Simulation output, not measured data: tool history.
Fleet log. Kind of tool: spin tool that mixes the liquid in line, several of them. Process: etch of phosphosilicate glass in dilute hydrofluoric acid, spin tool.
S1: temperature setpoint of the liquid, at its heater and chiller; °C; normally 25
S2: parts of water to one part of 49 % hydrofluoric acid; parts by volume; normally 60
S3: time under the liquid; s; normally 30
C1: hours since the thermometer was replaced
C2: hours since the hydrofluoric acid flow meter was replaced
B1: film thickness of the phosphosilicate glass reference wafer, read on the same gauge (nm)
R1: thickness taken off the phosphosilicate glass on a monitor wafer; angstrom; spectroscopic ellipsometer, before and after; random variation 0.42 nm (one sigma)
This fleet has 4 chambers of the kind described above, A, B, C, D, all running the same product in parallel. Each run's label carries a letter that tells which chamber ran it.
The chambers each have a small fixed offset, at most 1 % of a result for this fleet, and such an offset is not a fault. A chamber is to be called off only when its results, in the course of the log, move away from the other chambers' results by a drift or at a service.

Run 1D, hour 7.5: usual settings; C1 1158.8; C2 352; B1 60.007. Result: R1 825.28 angstrom.
Run 2C, hour 16.4: usual settings; C1 704.7; C2 972.7; B1 59.983. Result: R1 825.07 angstrom.
Run 3A, hour 29.2: usual settings; C1 966.3; C2 517.7; B1 60.008. Result: R1 810.47 angstrom.
Run 4B, hour 38.2: usual settings; C1 584.6; C2 713.2; B1 60.003. Result: R1 823.86 angstrom.
Run 5D, hour 49.8: usual settings; C1 1201.1; C2 394.3; B1 60.005. Result: R1 816.16 angstrom.
Run 6C, hour 58.8: usual settings but S1 29 °C, S2 40 parts by volume; C1 747.1; C2 1015.1; B1 60.007. Result: R1 1499.2 angstrom.
Run 7B, hour 70.8: usual settings but S1 29 °C, S2 40 parts by volume; C1 617.2; C2 745.8; B1 60.028. Result: R1 1484 angstrom.
Run 8A, hour 78.8: usual settings but S1 29 °C, S2 40 parts by volume; C1 1015.9; C2 567.3; B1 59.978. Result: R1 1465.9 angstrom.
Run 9B, hour 91.1: usual settings but S1 29 °C, S2 40 parts by volume; C1 637.5; C2 766.1; B1 60.013. Result: R1 1476.3 angstrom.
Run 10A, hour 100.7: usual settings; C1 1037.8; C2 589.2; B1 59.998. Result: R1 807.41 angstrom.
Run 11C, hour 110.9: usual settings; C1 799.2; C2 1067.2; B1 59.998. Result: R1 817.51 angstrom.
Run 12D, hour 122.2: usual settings; C1 1273.5; C2 466.7; B1 59.999. Result: R1 820.36 angstrom.
Run 13C, hour 131.9: usual settings; C1 820.2; C2 1088.2; B1 59.985. Result: R1 822.07 angstrom.
Run 14D, hour 139: usual settings; C1 1290.3; C2 483.5; B1 59.996. Result: R1 828.29 angstrom.
Run 15A, hour 150.3: usual settings; C1 1087.4; C2 638.8; B1 60.006. Result: R1 815.98 angstrom.
Run 16B, hour 162.4: usual settings but S2 80 parts by volume, S3 45 s; C1 708.8; C2 837.4; B1 59.984. Result: R1 879.06 angstrom.
Run 17A, hour 174: usual settings but S2 80 parts by volume, S3 45 s; C1 1111.1; C2 662.5; B1 59.991. Result: R1 887.56 angstrom.
Run 18B, hour 187.5: usual settings but S2 80 parts by volume, S3 45 s; C1 733.9; C2 862.5; B1 59.991. Result: R1 881.54 angstrom.
Run 19D, hour 197.5: usual settings but S2 80 parts by volume, S3 45 s; C1 1348.8; C2 542; B1 59.979. Result: R1 893.51 angstrom.
Run 20C, hour 209.8: usual settings; C1 898.1; C2 1166.1; B1 59.989. Result: R1 818.76 angstrom.
At hour 217.2: chamber B: hydrofluoric acid flow meter replaced.
Run 21B, hour 220.5: usual settings but S2 75 parts by volume; C1 766.9; C2 3.4; B1 60.002. Result: R1 628.27 angstrom.
Run 22A, hour 230.2: usual settings but S2 75 parts by volume; C1 1167.3; C2 718.7; B1 59.98. Result: R1 631.74 angstrom.
Run 23C, hour 244.8: usual settings but S2 75 parts by volume; C1 933.1; C2 1201.1; B1 59.995. Result: R1 637.17 angstrom.
Run 24D, hour 252.1: usual settings but S2 75 parts by volume; C1 1403.4; C2 596.6; B1 60.01. Result: R1 641.55 angstrom.
Run 25A, hour 265.9: usual settings; C1 1203; C2 754.4; B1 60.006. Result: R1 809.78 angstrom.
Run 26C, hour 279.2: usual settings; C1 967.5; C2 1235.5; B1 59.993. Result: R1 825.37 angstrom.
Run 27D, hour 286.5: usual settings; C1 1437.8; C2 631; B1 59.998. Result: R1 821 angstrom.
Run 28B, hour 300.3: usual settings but S3 15 s; C1 846.7; C2 83.2; B1 59.984. Result: R1 393.85 angstrom.
Run 29B, hour 309.8: usual settings but S3 15 s; C1 856.2; C2 92.7; B1 60.025. Result: R1 394.26 angstrom.
At hour 317.5: chamber D: hydrofluoric acid flow meter replaced.
Run 30C, hour 320.2: usual settings but S3 15 s; C1 1008.5; C2 1276.5; B1 60.02. Result: R1 410.56 angstrom.
Run 31A, hour 330.8: usual settings but S3 15 s; C1 1267.9; C2 819.3; B1 59.996. Result: R1 405.64 angstrom.
Run 32D, hour 338.6: usual settings; C1 1489.9; C2 21.1; B1 59.994. Result: R1 817.04 angstrom.
Run 33B, hour 352.1: usual settings; C1 898.5; C2 135; B1 59.997. Result: R1 780.9 angstrom.
Run 34D, hour 361.1: usual settings; C1 1512.4; C2 43.6; B1 60.008. Result: R1 815.07 angstrom.
At hour 367.8: chamber A: thermometer replaced.
Run 35C, hour 369: usual settings; C1 1057.3; C2 1325.3; B1 60.003. Result: R1 825.15 angstrom.
Run 36A, hour 381.4: usual settings; C1 13.7; C2 869.9; B1 60.025. Result: R1 810.62 angstrom.
Run 37B, hour 388.3: usual settings; C1 934.7; C2 171.2; B1 59.993. Result: R1 782.68 angstrom.
Run 38D, hour 395.9: usual settings; C1 1547.2; C2 78.4; B1 60.013. Result: R1 818.4 angstrom.
Run 39C, hour 410: usual settings but S2 70 parts by volume; C1 1098.3; C2 1366.3; B1 59.989. Result: R1 690.9 angstrom.
Run 40A, hour 421.8: usual settings but S2 70 parts by volume; C1 54.1; C2 910.3; B1 60.007. Result: R1 690.82 angstrom.
Run 41D, hour 431.4: usual settings but S2 70 parts by volume; C1 1582.7; C2 113.9; B1 60.008. Result: R1 692.07 angstrom.
Run 42B, hour 441.8: usual settings but S2 70 parts by volume; C1 988.2; C2 224.7; B1 60.005. Result: R1 649.18 angstrom.

Next, every chamber runs the same settings. What will each give?
Run 43A, hour 452.6: usual settings. Result: R1 ?.
Run 43B, hour 452.6: usual settings. Result: R1 ?.
Run 43C, hour 452.6: usual settings. Result: R1 ?.
Run 43D, hour 452.6: usual settings. Result: R1 ?.

run      R1
43A  804.33
43B  766.92
43C   812.3
43D  823.61
